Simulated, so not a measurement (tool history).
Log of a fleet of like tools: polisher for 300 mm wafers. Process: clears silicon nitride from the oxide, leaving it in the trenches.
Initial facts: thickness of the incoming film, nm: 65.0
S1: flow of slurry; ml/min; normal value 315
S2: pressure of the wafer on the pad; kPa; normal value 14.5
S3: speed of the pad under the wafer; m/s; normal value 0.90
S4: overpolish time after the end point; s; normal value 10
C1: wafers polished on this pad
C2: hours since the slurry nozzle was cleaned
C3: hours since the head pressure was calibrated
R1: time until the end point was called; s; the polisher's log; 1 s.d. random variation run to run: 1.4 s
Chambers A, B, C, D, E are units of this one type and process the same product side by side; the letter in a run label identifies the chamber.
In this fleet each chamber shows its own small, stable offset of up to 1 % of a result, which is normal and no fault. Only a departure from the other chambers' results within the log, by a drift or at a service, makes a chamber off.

run   hour   S1    S2    S3  S4    C1     C2     C3       R1
       2.6  -- chamber A: slurry nozzle cleaned
       3.1  -- chamber C: head pressure recalibrated
       5.9  -- chamber B: worn pad replaced by a new one
 1D   12.4  315  14.5  0.90  10   170  457.6  420.7   96.099
 2B   20.8  315  14.5  0.90  10    89   62.6  686.2   97.338
 3E   27.9  315  14.5  0.90  10   592  206.2  111.3   98.586
 4A   34.9  315  14.5  0.90  10   834   32.3  110.5   98.748
 5C   43.0  315  14.5  0.90  10   868   51.7   39.9   95.245
      51.1  -- chamber E: slurry nozzle cleaned
 6A   51.7  315  14.5  0.90  10   935   49.1  127.3   98.858
      59.3  -- chamber E: worn pad replaced by a new one
 7D   63.3  315  14.5  0.90  10   474  508.5  471.6  100.700
      69.9  -- chamber C: worn pad replaced by a new one
 8B   75.0  315  14.5  0.90  10   413  116.8  740.4   95.051
 9E   80.4  315  14.5  0.90  10   126   29.4  163.8   97.233
10C   88.3  315  14.5  0.90  10   110   97.0   85.2   98.229
      89.2  -- chamber A: worn pad replaced by a new one
11C   95.0  315  14.5  0.90  10   150  103.7   91.9   96.770
12B  102.1  315  14.5  0.90  10   575  143.9  767.5   97.184
13E  112.0  315  14.5  0.90  10   315   61.0  195.4   98.013
14A  122.4  405  14.5  1.04  10   199  119.8  198.0   82.943
15D  132.1  405  14.5  1.04  10   886  577.3  540.4   81.368
16A  144.4  405  14.5  1.04  10   330  141.8  220.0   85.971
     151.9  -- chamber D: head pressure recalibrated
17D  154.7  405  14.5  1.04  10  1021  599.9    2.8   85.062
18C  164.4  405  14.5  1.04  10   565  173.1  161.3   84.230
19B  169.8  315  14.5  0.90  10   980  211.6  835.2   96.184
20E  178.0  315  14.5  0.90  10   709  127.0  261.4   98.647
     178.4  -- chamber B: head pressure recalibrated
21A  187.7  315  14.5  0.90  10   589  185.1  263.3   98.847
22B  199.7  315  14.5  0.90  10  1158  241.5   21.4   95.714
     203.0  -- chamber C: worn pad replaced by a new one
     203.7  -- chamber E: worn pad replaced by a new one
23E  211.0  315  14.5  0.90  10    44  160.0  294.4   97.227
     214.0  -- chamber D: worn pad replaced by a new one
24D  222.3  315  14.5  0.90  10    49  667.5   70.4   99.226
     228.3  -- chamber B: worn pad replaced by a new one
25C  234.0  315  14.5  0.90  10   185  242.7  230.9   97.977
26E  245.9  315  14.5  0.90  10   252  194.9  329.3   96.984
27C  254.8  315  14.5  0.90  10   310  263.5  251.7   96.420
     260.7  -- chamber E: slurry nozzle cleaned
28B  264.4  315  14.5  0.90  10   216  306.2   86.1   97.072
     269.7  -- chamber A: worn pad replaced by a new one
29A  275.6  410  14.5  0.90  14    35  273.0  351.2   94.562
30D  283.7  410  14.5  0.90  14   417  728.9  131.8   94.660
31D  290.9  410  14.5  0.90  14   460  736.1  139.0   96.239
32A  302.3  410  14.5  0.90  14   195  299.7  377.9   93.849
33C  313.0  410  14.5  0.90  14   658  321.7  309.9   96.548
34B  324.2  315  14.5  0.90  10   573  366.0  145.9   96.150
35E  334.4  315  10.3  0.90  14   782   73.8  417.8  137.880
36E  344.0  315  10.3  0.90  14   839   83.4  427.4  133.920
37C  351.0  315  10.3  0.90  14   885  359.7  347.9  137.100
38B  356.6  315  10.3  0.90  14   767  398.4  178.3  130.830
39A  363.9  315  10.3  0.90  14   563  361.3  439.5  135.140
40D  370.4  315  14.5  0.90   6   935  815.6  218.5   97.564

Decide between three cases: one chamber stands off from its peers, the gauge reading all wafers drifts, or nothing is wrong past each chamber's small offset. Where a chamber is off, say which and what most likely put it there.

No chamber is off and the gauge is stable; the differences are just each chamber's small, constant offset.
